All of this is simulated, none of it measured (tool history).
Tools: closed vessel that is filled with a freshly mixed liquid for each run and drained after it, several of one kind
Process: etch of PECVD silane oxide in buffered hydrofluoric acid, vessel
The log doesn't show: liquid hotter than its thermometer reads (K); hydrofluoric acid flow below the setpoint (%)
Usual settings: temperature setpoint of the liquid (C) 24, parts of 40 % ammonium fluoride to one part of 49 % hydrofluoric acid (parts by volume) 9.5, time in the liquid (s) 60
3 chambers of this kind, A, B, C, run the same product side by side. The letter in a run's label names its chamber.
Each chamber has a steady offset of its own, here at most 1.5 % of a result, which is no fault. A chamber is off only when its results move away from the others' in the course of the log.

run	hour	temperature setpoint of the liquid (C)	parts of 40 % ammonium fluoride to one part of 49 % hydrofluoric acid (parts by volume)	time in the liquid (s)	hours since the thermometer was replaced	hours since the hydrofluoric acid flow meter was replaced	read-back film thickness of the PECVD silane oxide reference wafer, read on the same gauge (nm)	thickness taken off the PECVD silane oxide on a monitor wafer (Å)
1B	3.4	24	9.5	60	628.4	202.2	120.03	2391.9
2C	6.5	24	9.5	60	731.1	379.9	119.97	2387.3
3A	11	24	9.5	60	1673	960.1	120.01	2359.9
4B	14.2	24	9.5	60	639.2	213	120	2378
5A	18.8	24	9.5	60	1680.8	967.9	119.99	2342.9
6C	22.1	24	9.5	60	746.7	395.5	119.99	2361.7
7B	27.7	24	9.5	60	652.7	226.5	120	2337.5
8A	31.2	24	9.5	60	1693.2	980.3	119.99	2338.2
9C	37.9	24	9.5	60	762.5	411.3	119.98	2376.5
10B	42.2	24	9.5	60	667.2	241	120	2350.6
11C	45.4	24	9.5	60	770	418.8	119.97	2419.9
12A	50.3	24	9.5	60	1712.3	999.4	120.01	2375
13A	56.7	24	9.5	60	1718.7	1005.8	120	2354.6
14C	63.4	24	9.5	60	788	436.8	119.99	2363.6
15B	69.3	22.5	9.5	60	694.3	268.1	119.92	2144.6
16B	72.3	22.5	9.5	60	697.3	271.1	120	2157.5
17A	76.7	22.5	9.5	60	1738.7	1025.8	119.98	2154.7
18C	80.7	24	9.5	60	805.3	454.1	120.01	2396.6
19B	86.8	27.5	9.5	60	711.8	285.6	120	2772.7
20A	93.4	27.5	9.5	60	1755.4	1042.5	119.97	2879.4
21C	98.4	27.5	9.5	60	823	471.8	119.98	2854.3
22C	103.6	24	9.5	60	828.2	477	119.97	2335.7
23B	106.7	24	9.5	60	731.7	305.5	120.02	2246.4
24A	110.1	24	9.5	60	1772.1	1059.2	119.98	2345.7
25C	115.4	24	9.5	60	840	488.8	120.02	2362.8
26B	118.7	24	9.5	60	743.7	317.5	120.01	2230
27A	121.8	24	13	85	1783.8	1070.9	120.02	2455.4
28B	126.7	24	13	85	751.7	325.5	120.04	2330.9
29A	130.1	24	13	85	1792.1	1079.2	120.02	2522.2
30C	135.7	24	9.5	60	860.3	509.1	119.99	2365.9
31B	139.9	24	9.5	60	764.9	338.7	119.99	2220.7
32C	145.3	24	9.5	60	869.9	518.7	120	2380.8
33A	151.2	24	9.5	60	1813.2	1100.3	120.02	2328
34A	156	24	9.5	60	1818	1105.1	119.98	2354.7
35C	162.5	24	9.5	60	887.1	535.9	120.02	2371.8

All 3 chambers run these settings next. Forecast each chamber's results:
36A	167.4	22.5	9.5	60				?
36B	167.4	22.5	9.5	60				?
36C	167.4	22.5	9.5	60				?

run	thickness taken off the PECVD silane oxide on a monitor wafer (Å)
36A	2180.7
36B	1984.2
36C	2208.8
